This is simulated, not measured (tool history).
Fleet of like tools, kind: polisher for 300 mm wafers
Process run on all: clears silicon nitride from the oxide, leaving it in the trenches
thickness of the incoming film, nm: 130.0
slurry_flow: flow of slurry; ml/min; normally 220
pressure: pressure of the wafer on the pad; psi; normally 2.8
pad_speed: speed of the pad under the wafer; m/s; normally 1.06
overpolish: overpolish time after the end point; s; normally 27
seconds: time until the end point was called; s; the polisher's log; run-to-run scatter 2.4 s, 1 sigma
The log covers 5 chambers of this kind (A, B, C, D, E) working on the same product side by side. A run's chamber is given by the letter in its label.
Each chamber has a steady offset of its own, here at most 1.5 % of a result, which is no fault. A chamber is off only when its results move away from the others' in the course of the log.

| run | day | slurry_flow | pressure | pad_speed | overpolish | wafers polished on this pad | hours since the slurry nozzle was cleaned | hours since the head pressure was calibrated | seconds |
|---|---|---|---|---|---|---|---|---|---|
| 1B | 0.196 | 220 | 2.8 | 1.06 | 27 | 111 | 300.8 | 1120.9 | 151.73 |
| 2C | 0.325 | 220 | 2.8 | 1.06 | 27 | 344 | 14.2 | 165.2 | 152.22 |
|  | 0.450 | chamber D: worn pad replaced by a new one |
| 3E | 0.504 | 220 | 2.8 | 1.06 | 27 | 899 | 236.5 | 472.4 | 152.64 |
| 4D | 0.604 | 220 | 2.8 | 1.06 | 27 | 37 | 225.0 | 184.8 | 150.81 |
| 5A | 0.750 | 220 | 2.0 | 1.06 | 27 | 353 | 26.1 | 448.8 | 217.02 |
|  | 0.779 | chamber E: slurry nozzle cleaned |
| 6A | 0.925 | 220 | 2.0 | 1.06 | 27 | 395 | 30.3 | 453.0 | 208.73 |
| 7C | 1.067 | 220 | 2.0 | 1.06 | 27 | 523 | 32.0 | 183.0 | 211.11 |
|  | 1.204 | chamber E: worn pad replaced by a new one |
| 8E | 1.212 | 220 | 2.0 | 1.06 | 27 | 2 | 10.5 | 489.4 | 214.42 |
| 9D | 1.375 | 220 | 2.0 | 1.06 | 27 | 223 | 243.5 | 203.3 | 212.32 |
| 10B | 1.579 | 220 | 3.3 | 1.06 | 27 | 445 | 334.0 | 1154.1 | 129.03 |
| 11A | 1.692 | 220 | 3.3 | 1.06 | 27 | 580 | 48.7 | 471.4 | 125.52 |
| 12E | 1.829 | 220 | 3.3 | 1.06 | 27 | 151 | 25.3 | 504.2 | 123.84 |
| 13D | 1.954 | 220 | 3.3 | 1.06 | 27 | 362 | 257.4 | 217.2 | 127.96 |
|  | 2.017 | chamber B: worn pad replaced by a new one |
|  | 2.042 | chamber C: worn pad replaced by a new one |
| 14C | 2.121 | 220 | 3.3 | 1.06 | 27 | 19 | 57.3 | 208.3 | 127.22 |
| 15B | 2.221 | 220 | 2.8 | 1.06 | 27 | 50 | 349.4 | 1169.5 | 151.42 |
| 16C | 2.429 | 220 | 2.8 | 1.06 | 27 | 93 | 64.7 | 215.7 | 151.63 |
|  | 2.521 | chamber A: worn pad replaced by a new one |
| 17B | 2.546 | 220 | 2.8 | 1.06 | 27 | 128 | 357.2 | 1177.3 | 153.55 |
| 18D | 2.700 | 220 | 2.8 | 1.06 | 27 | 542 | 275.3 | 235.1 | 151.13 |
| 19A | 2.888 | 175 | 3.4 | 1.06 | 27 | 88 | 77.4 | 500.1 | 126.55 |
|  | 2.908 | chamber B: head pressure recalibrated |
|  | 3.000 | chamber D: worn pad replaced by a new one |
| 20E | 3.058 | 175 | 3.4 | 1.06 | 27 | 447 | 54.8 | 533.7 | 129.89 |
| 21E | 3.212 | 175 | 3.4 | 1.06 | 27 | 484 | 58.5 | 537.4 | 127.33 |
| 22A | 3.367 | 175 | 3.4 | 1.06 | 27 | 204 | 88.9 | 511.6 | 130.47 |
| 23C | 3.458 | 175 | 3.4 | 1.06 | 27 | 341 | 89.4 | 240.4 | 128.32 |
| 24B | 3.575 | 220 | 2.8 | 1.06 | 27 | 376 | 381.9 | 16.1 | 166.27 |
| 25D | 3.704 | 220 | 2.8 | 1.06 | 27 | 170 | 299.4 | 259.2 | 147.90 |
| 26C | 3.825 | 220 | 2.8 | 1.06 | 27 | 430 | 98.2 | 249.2 | 151.12 |
| 27B | 3.933 | 220 | 2.8 | 1.06 | 27 | 463 | 390.5 | 24.7 | 160.92 |
| 28E | 4.104 | 220 | 2.8 | 1.06 | 27 | 699 | 79.9 | 558.8 | 152.19 |
| 29A | 4.204 | 220 | 2.8 | 1.06 | 27 | 406 | 109.0 | 531.7 | 150.79 |
|  | 4.308 | chamber B: worn pad replaced by a new one |
| 30D | 4.375 | 220 | 2.8 | 1.06 | 27 | 332 | 315.5 | 275.3 | 153.68 |
| 31C | 4.542 | 220 | 2.8 | 1.06 | 27 | 603 | 115.4 | 266.4 | 155.13 |
| 32E | 4.679 | 165 | 2.8 | 1.06 | 27 | 838 | 93.7 | 572.6 | 160.89 |
| 33D | 4.829 | 165 | 2.8 | 1.06 | 27 | 441 | 326.4 | 286.2 | 159.35 |
| 34A | 4.983 | 165 | 2.8 | 1.06 | 27 | 594 | 127.7 | 550.4 | 161.73 |
| 35B | 5.096 | 165 | 2.8 | 1.06 | 27 | 190 | 418.4 | 52.6 | 170.68 |
| 36E | 5.225 | 165 | 2.8 | 1.06 | 27 | 970 | 106.8 | 585.7 | 158.43 |
|  | 5.308 | chamber D: worn pad replaced by a new one |
| 37B | 5.333 | 220 | 2.8 | 1.06 | 27 | 247 | 424.1 | 58.3 | 169.95 |
| 38A | 5.492 | 220 | 2.8 | 1.06 | 27 | 716 | 139.9 | 562.6 | 145.53 |
| 39D | 5.596 | 220 | 2.8 | 1.06 | 19 | 69 | 344.8 | 304.6 | 149.96 |
|  | 5.754 | chamber C: worn pad replaced by a new one |
| 40C | 5.796 | 220 | 2.8 | 1.06 | 19 | 11 | 145.5 | 296.5 | 150.29 |
| 41D | 5.925 | 220 | 2.8 | 1.06 | 19 | 149 | 352.7 | 312.5 | 152.00 |

Next, every chamber runs the same settings. What will each give?
| 42A | 6.079 | 220 | 2.8 | 1.06 | 27 |  |  |  | ? |
| 42B | 6.079 | 220 | 2.8 | 1.06 | 27 |  |  |  | ? |
| 42C | 6.079 | 220 | 2.8 | 1.06 | 27 |  |  |  | ? |
| 42D | 6.079 | 220 | 2.8 | 1.06 | 27 |  |  |  | ? |
| 42E | 6.079 | 220 | 2.8 | 1.06 | 27 |  |  |  | ? |

| run | seconds |
|---|---|
| 42A | 150.78 |
| 42B | 168.16 |
| 42C | 149.27 |
| 42D | 146.92 |
| 42E | 152.00 |
